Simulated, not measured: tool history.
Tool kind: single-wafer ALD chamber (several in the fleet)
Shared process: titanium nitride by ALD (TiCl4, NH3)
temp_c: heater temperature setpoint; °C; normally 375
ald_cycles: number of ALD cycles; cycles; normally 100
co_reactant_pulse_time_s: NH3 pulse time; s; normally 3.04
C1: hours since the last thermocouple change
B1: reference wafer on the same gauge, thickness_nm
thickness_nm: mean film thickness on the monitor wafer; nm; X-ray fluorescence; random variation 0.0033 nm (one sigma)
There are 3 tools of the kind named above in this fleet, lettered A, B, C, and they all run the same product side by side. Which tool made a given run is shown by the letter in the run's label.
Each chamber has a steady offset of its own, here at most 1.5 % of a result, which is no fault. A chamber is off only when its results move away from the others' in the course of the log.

{"run": "1C", "hour": 6.7, "temp_c": 375, "ald_cycles": 100, "co_reactant_pulse_time_s": 3.04, "C1": 85.1, "B1": 2.4599, "thickness_nm": 2.1798}
{"run": "2B", "hour": 15.2, "temp_c": 375, "ald_cycles": 100, "co_reactant_pulse_time_s": 3.04, "C1": 438.4, "B1": 2.4591, "thickness_nm": 2.2105}
{"run": "3A", "hour": 25.5, "temp_c": 375, "ald_cycles": 100, "co_reactant_pulse_time_s": 3.04, "C1": 2123.3, "B1": 2.4584, "thickness_nm": 2.214}
{"run": "4A", "hour": 35.0, "temp_c": 375, "ald_cycles": 100, "co_reactant_pulse_time_s": 3.04, "C1": 2132.8, "B1": 2.4576, "thickness_nm": 2.2073}
{"run": "5B", "hour": 45.0, "temp_c": 375, "ald_cycles": 100, "co_reactant_pulse_time_s": 3.04, "C1": 468.2, "B1": 2.4562, "thickness_nm": 2.2052}
{"run": "6C", "hour": 51.3, "temp_c": 375, "ald_cycles": 100, "co_reactant_pulse_time_s": 3.04, "C1": 129.7, "B1": 2.4557, "thickness_nm": 2.1809}
{"run": "7C", "hour": 58.8, "temp_c": 375, "ald_cycles": 100, "co_reactant_pulse_time_s": 3.04, "C1": 137.2, "B1": 2.4551, "thickness_nm": 2.1726}
{"run": "8B", "hour": 72.0, "temp_c": 375, "ald_cycles": 100, "co_reactant_pulse_time_s": 3.04, "C1": 495.2, "B1": 2.4548, "thickness_nm": 2.1952}
{"run": "9A", "hour": 80.3, "temp_c": 375, "ald_cycles": 100, "co_reactant_pulse_time_s": 3.04, "C1": 2178.1, "B1": 2.4546, "thickness_nm": 2.2088}
{"run": "10B", "hour": 92.0, "temp_c": 375, "ald_cycles": 100, "co_reactant_pulse_time_s": 3.04, "C1": 515.2, "B1": 2.4543, "thickness_nm": 2.2031}
{"run": "11A", "hour": 98.2, "temp_c": 375, "ald_cycles": 100, "co_reactant_pulse_time_s": 3.04, "C1": 2196.0, "B1": 2.4532, "thickness_nm": 2.204}
{"run": "12C", "hour": 109.0, "temp_c": 375, "ald_cycles": 100, "co_reactant_pulse_time_s": 3.04, "C1": 187.4, "B1": 2.4525, "thickness_nm": 2.1747}
{"run": "13B", "hour": 119.2, "temp_c": 375, "ald_cycles": 100, "co_reactant_pulse_time_s": 3.04, "C1": 542.4, "B1": 2.4517, "thickness_nm": 2.2005}
{"run": "14A", "hour": 125.5, "temp_c": 375, "ald_cycles": 100, "co_reactant_pulse_time_s": 3.04, "C1": 2223.3, "B1": 2.451, "thickness_nm": 2.2027}
{"run": "15C", "hour": 138.9, "temp_c": 375, "ald_cycles": 100, "co_reactant_pulse_time_s": 3.04, "C1": 217.3, "B1": 2.4511, "thickness_nm": 2.1689}
{"run": "16B", "hour": 144.7, "temp_c": 375, "ald_cycles": 100, "co_reactant_pulse_time_s": 3.04, "C1": 567.9, "B1": 2.4503, "thickness_nm": 2.1968}
{"run": "17C", "hour": 157.0, "temp_c": 375, "ald_cycles": 100, "co_reactant_pulse_time_s": 3.04, "C1": 235.4, "B1": 2.4488, "thickness_nm": 2.1724}
{"run": "18A", "hour": 165.8, "temp_c": 375, "ald_cycles": 100, "co_reactant_pulse_time_s": 3.04, "C1": 2263.6, "B1": 2.449, "thickness_nm": 2.2}
{"run": "19C", "hour": 172.0, "temp_c": 375, "ald_cycles": 100, "co_reactant_pulse_time_s": 3.04, "C1": 250.4, "B1": 2.4481, "thickness_nm": 2.1707}
{"run": "20A", "hour": 180.0, "temp_c": 375, "ald_cycles": 100, "co_reactant_pulse_time_s": 3.04, "C1": 2277.8, "B1": 2.447, "thickness_nm": 2.201}
{"run": "21B", "hour": 189.8, "temp_c": 375, "ald_cycles": 100, "co_reactant_pulse_time_s": 3.04, "C1": 613.0, "B1": 2.4463, "thickness_nm": 2.1964}
{"run": "22C", "hour": 200.1, "temp_c": 375, "ald_cycles": 100, "co_reactant_pulse_time_s": 3.04, "C1": 278.5, "B1": 2.446, "thickness_nm": 2.1692}
{"run": "23A", "hour": 209.6, "temp_c": 375, "ald_cycles": 100, "co_reactant_pulse_time_s": 3.04, "C1": 2307.4, "B1": 2.4447, "thickness_nm": 2.1989}

The same settings go to every chamber for the next run, one line per chamber below. Forecast the results for each:
{"run": "24A", "hour": 219.3, "temp_c": 375, "ald_cycles": 100, "co_reactant_pulse_time_s": 2.63, "thickness_nm": "?"}
{"run": "24B", "hour": 219.3, "temp_c": 375, "ald_cycles": 100, "co_reactant_pulse_time_s": 2.63, "thickness_nm": "?"}
{"run": "24C", "hour": 219.3, "temp_c": 375, "ald_cycles": 100, "co_reactant_pulse_time_s": 2.63, "thickness_nm": "?"}

run=24A thickness_nm=2.1868
run=24B thickness_nm=2.1786
run=24C thickness_nm=2.1540

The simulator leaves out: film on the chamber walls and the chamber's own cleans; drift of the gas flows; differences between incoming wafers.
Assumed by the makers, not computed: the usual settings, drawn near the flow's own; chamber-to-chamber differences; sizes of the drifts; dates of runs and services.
